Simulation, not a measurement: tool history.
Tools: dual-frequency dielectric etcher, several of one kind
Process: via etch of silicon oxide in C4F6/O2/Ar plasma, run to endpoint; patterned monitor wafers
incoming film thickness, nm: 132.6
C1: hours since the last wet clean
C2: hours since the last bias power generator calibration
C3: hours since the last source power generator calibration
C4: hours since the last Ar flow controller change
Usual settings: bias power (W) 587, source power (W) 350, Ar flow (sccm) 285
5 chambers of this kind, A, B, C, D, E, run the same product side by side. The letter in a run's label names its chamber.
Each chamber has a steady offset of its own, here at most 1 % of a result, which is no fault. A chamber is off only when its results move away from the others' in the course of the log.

{"run": "1C", "hour": 7.2, "bias power (W)": 587, "source power (W)": 350, "Ar flow (sccm)": 285, "C1": 372.9, "C2": 1000.3, "C3": 1524.8, "C4": 375.1, "endpoint time (s)": 28.917}
{"run": "2D", "hour": 16.9, "bias power (W)": 587, "source power (W)": 350, "Ar flow (sccm)": 285, "C1": 199.4, "C2": 653.8, "C3": 3900.1, "C4": 4418.9, "endpoint time (s)": 28.72}
{"run": "3B", "hour": 24.7, "bias power (W)": 587, "source power (W)": 350, "Ar flow (sccm)": 285, "C1": 367.3, "C2": 2524.3, "C3": 2699.4, "C4": 2100.1, "endpoint time (s)": 28.707}
{"run": "4A", "hour": 37.5, "bias power (W)": 587, "source power (W)": 350, "Ar flow (sccm)": 285, "C1": 114.6, "C2": 912.7, "C3": 802.7, "C4": 1779.9, "endpoint time (s)": 28.645}
{"run": "5E", "hour": 43.9, "bias power (W)": 587, "source power (W)": 350, "Ar flow (sccm)": 285, "C1": 173.7, "C2": 239, "C3": 359.4, "C4": 2162.5, "endpoint time (s)": 28.374}
{"hour": 49.0, "done": "chamber B: wet clean of the chamber"}
{"run": "6C", "hour": 52.7, "bias power (W)": 587, "source power (W)": 350, "Ar flow (sccm)": 285, "C1": 418.4, "C2": 1045.8, "C3": 1570.3, "C4": 420.6, "endpoint time (s)": 28.761}
{"run": "7D", "hour": 65.0, "bias power (W)": 587, "source power (W)": 350, "Ar flow (sccm)": 285, "C1": 247.5, "C2": 701.9, "C3": 3948.2, "C4": 4467, "endpoint time (s)": 28.422}
{"run": "8A", "hour": 72.5, "bias power (W)": 587, "source power (W)": 350, "Ar flow (sccm)": 285, "C1": 149.6, "C2": 947.7, "C3": 837.7, "C4": 1814.9, "endpoint time (s)": 28.805}
{"run": "9B", "hour": 83.2, "bias power (W)": 587, "source power (W)": 350, "Ar flow (sccm)": 285, "C1": 34.3, "C2": 2582.8, "C3": 2757.9, "C4": 2158.6, "endpoint time (s)": 28.889}
{"run": "10E", "hour": 91.8, "bias power (W)": 587, "source power (W)": 350, "Ar flow (sccm)": 285, "C1": 221.6, "C2": 286.9, "C3": 407.3, "C4": 2210.4, "endpoint time (s)": 28.559}
{"run": "11B", "hour": 103.7, "bias power (W)": 587, "source power (W)": 350, "Ar flow (sccm)": 285, "C1": 54.8, "C2": 2603.3, "C3": 2778.4, "C4": 2179.1, "endpoint time (s)": 28.797}
{"run": "12E", "hour": 110.6, "bias power (W)": 587, "source power (W)": 350, "Ar flow (sccm)": 285, "C1": 240.4, "C2": 305.7, "C3": 426.1, "C4": 2229.2, "endpoint time (s)": 28.351}
{"run": "13C", "hour": 121.8, "bias power (W)": 691, "source power (W)": 350, "Ar flow (sccm)": 337, "C1": 487.5, "C2": 1114.9, "C3": 1639.4, "C4": 489.7, "endpoint time (s)": 27.608}
{"run": "14A", "hour": 135.2, "bias power (W)": 691, "source power (W)": 350, "Ar flow (sccm)": 337, "C1": 212.3, "C2": 1010.4, "C3": 900.4, "C4": 1877.6, "endpoint time (s)": 27.394}
{"run": "15D", "hour": 144.3, "bias power (W)": 691, "source power (W)": 350, "Ar flow (sccm)": 337, "C1": 326.8, "C2": 781.2, "C3": 4027.5, "C4": 4546.3, "endpoint time (s)": 27.515}
{"run": "16D", "hour": 150.4, "bias power (W)": 691, "source power (W)": 350, "Ar flow (sccm)": 337, "C1": 332.9, "C2": 787.3, "C3": 4033.6, "C4": 4552.4, "endpoint time (s)": 27.403}
{"run": "17B", "hour": 159.0, "bias power (W)": 691, "source power (W)": 350, "Ar flow (sccm)": 337, "C1": 110.1, "C2": 2658.6, "C3": 2833.7, "C4": 2234.4, "endpoint time (s)": 27.482}
{"hour": 168.5, "done": "chamber C: wet clean of the chamber"}
{"run": "18C", "hour": 169.3, "bias power (W)": 587, "source power (W)": 350, "Ar flow (sccm)": 285, "C1": 0.9, "C2": 1162.4, "C3": 1686.9, "C4": 537.2, "endpoint time (s)": 27.205}
{"run": "19A", "hour": 177.6, "bias power (W)": 587, "source power (W)": 350, "Ar flow (sccm)": 285, "C1": 254.7, "C2": 1052.8, "C3": 942.8, "C4": 1920, "endpoint time (s)": 29.213}
{"run": "20E", "hour": 186.2, "bias power (W)": 587, "source power (W)": 350, "Ar flow (sccm)": 285, "C1": 316, "C2": 381.3, "C3": 501.7, "C4": 2304.8, "endpoint time (s)": 28.548}
{"run": "21C", "hour": 195.7, "bias power (W)": 587, "source power (W)": 350, "Ar flow (sccm)": 285, "C1": 27.3, "C2": 1188.8, "C3": 1713.3, "C4": 563.6, "endpoint time (s)": 27.13}
{"run": "22E", "hour": 208.0, "bias power (W)": 587, "source power (W)": 350, "Ar flow (sccm)": 285, "C1": 337.8, "C2": 403.1, "C3": 523.5, "C4": 2326.6, "endpoint time (s)": 28.444}
{"run": "23D", "hour": 219.4, "bias power (W)": 587, "source power (W)": 350, "Ar flow (sccm)": 285, "C1": 401.9, "C2": 856.3, "C3": 4102.6, "C4": 4621.4, "endpoint time (s)": 28.612}
{"run": "24A", "hour": 228.0, "bias power (W)": 587, "source power (W)": 350, "Ar flow (sccm)": 285, "C1": 305.1, "C2": 1103.2, "C3": 993.2, "C4": 1970.4, "endpoint time (s)": 29.036}
{"run": "25B", "hour": 237.2, "bias power (W)": 587, "source power (W)": 350, "Ar flow (sccm)": 285, "C1": 188.3, "C2": 2736.8, "C3": 2911.9, "C4": 2312.6, "endpoint time (s)": 28.956}
{"run": "26E", "hour": 243.7, "bias power (W)": 634, "source power (W)": 350, "Ar flow (sccm)": 285, "C1": 373.5, "C2": 438.8, "C3": 559.2, "C4": 2362.3, "endpoint time (s)": 27.647}
{"run": "27A", "hour": 257.4, "bias power (W)": 634, "source power (W)": 350, "Ar flow (sccm)": 285, "C1": 334.5, "C2": 1132.6, "C3": 1022.6, "C4": 1999.8, "endpoint time (s)": 28.214}
{"run": "28B", "hour": 265.9, "bias power (W)": 634, "source power (W)": 350, "Ar flow (sccm)": 285, "C1": 217, "C2": 2765.5, "C3": 2940.6, "C4": 2341.3, "endpoint time (s)": 28.014}
{"hour": 272.4, "done": "chamber D: wet clean of the chamber"}
{"run": "29C", "hour": 278.4, "bias power (W)": 634, "source power (W)": 350, "Ar flow (sccm)": 285, "C1": 110, "C2": 1271.5, "C3": 1796, "C4": 646.3, "endpoint time (s)": 26.695}
{"run": "30D", "hour": 289.9, "bias power (W)": 634, "source power (W)": 350, "Ar flow (sccm)": 285, "C1": 17.5, "C2": 926.8, "C3": 4173.1, "C4": 4691.9, "endpoint time (s)": 27.75}
{"run": "31D", "hour": 301.5, "bias power (W)": 587, "source power (W)": 350, "Ar flow (sccm)": 285, "C1": 29.1, "C2": 938.4, "C3": 4184.7, "C4": 4703.5, "endpoint time (s)": 28.619}
{"run": "32A", "hour": 307.6, "bias power (W)": 587, "source power (W)": 350, "Ar flow (sccm)": 285, "C1": 384.7, "C2": 1182.8, "C3": 1072.8, "C4": 2050, "endpoint time (s)": 28.587}
{"run": "33C", "hour": 316.6, "bias power (W)": 587, "source power (W)": 350, "Ar flow (sccm)": 285, "C1": 148.2, "C2": 1309.7, "C3": 1834.2, "C4": 684.5, "endpoint time (s)": 27.778}
{"run": "34B", "hour": 325.6, "bias power (W)": 587, "source power (W)": 350, "Ar flow (sccm)": 285, "C1": 276.7, "C2": 2825.2, "C3": 3000.3, "C4": 2401, "endpoint time (s)": 28.436}

All 5 chambers run these settings next. Forecast each chamber's results:
{"run": "35A", "hour": 335.5, "bias power (W)": 720, "source power (W)": 350, "Ar flow (sccm)": 285, "endpoint time (s)": "?"}
{"run": "35B", "hour": 335.5, "bias power (W)": 720, "source power (W)": 350, "Ar flow (sccm)": 285, "endpoint time (s)": "?"}
{"run": "35C", "hour": 335.5, "bias power (W)": 720, "source power (W)": 350, "Ar flow (sccm)": 285, "endpoint time (s)": "?"}
{"run": "35D", "hour": 335.5, "bias power (W)": 720, "source power (W)": 350, "Ar flow (sccm)": 285, "endpoint time (s)": "?"}
{"run": "35E", "hour": 335.5, "bias power (W)": 720, "source power (W)": 350, "Ar flow (sccm)": 285, "endpoint time (s)": "?"}

run=35A endpoint_time_(s)=26.531
run=35B endpoint_time_(s)=26.307
run=35C endpoint_time_(s)=25.449
run=35D endpoint_time_(s)=26.565
run=35E endpoint_time_(s)=26.377
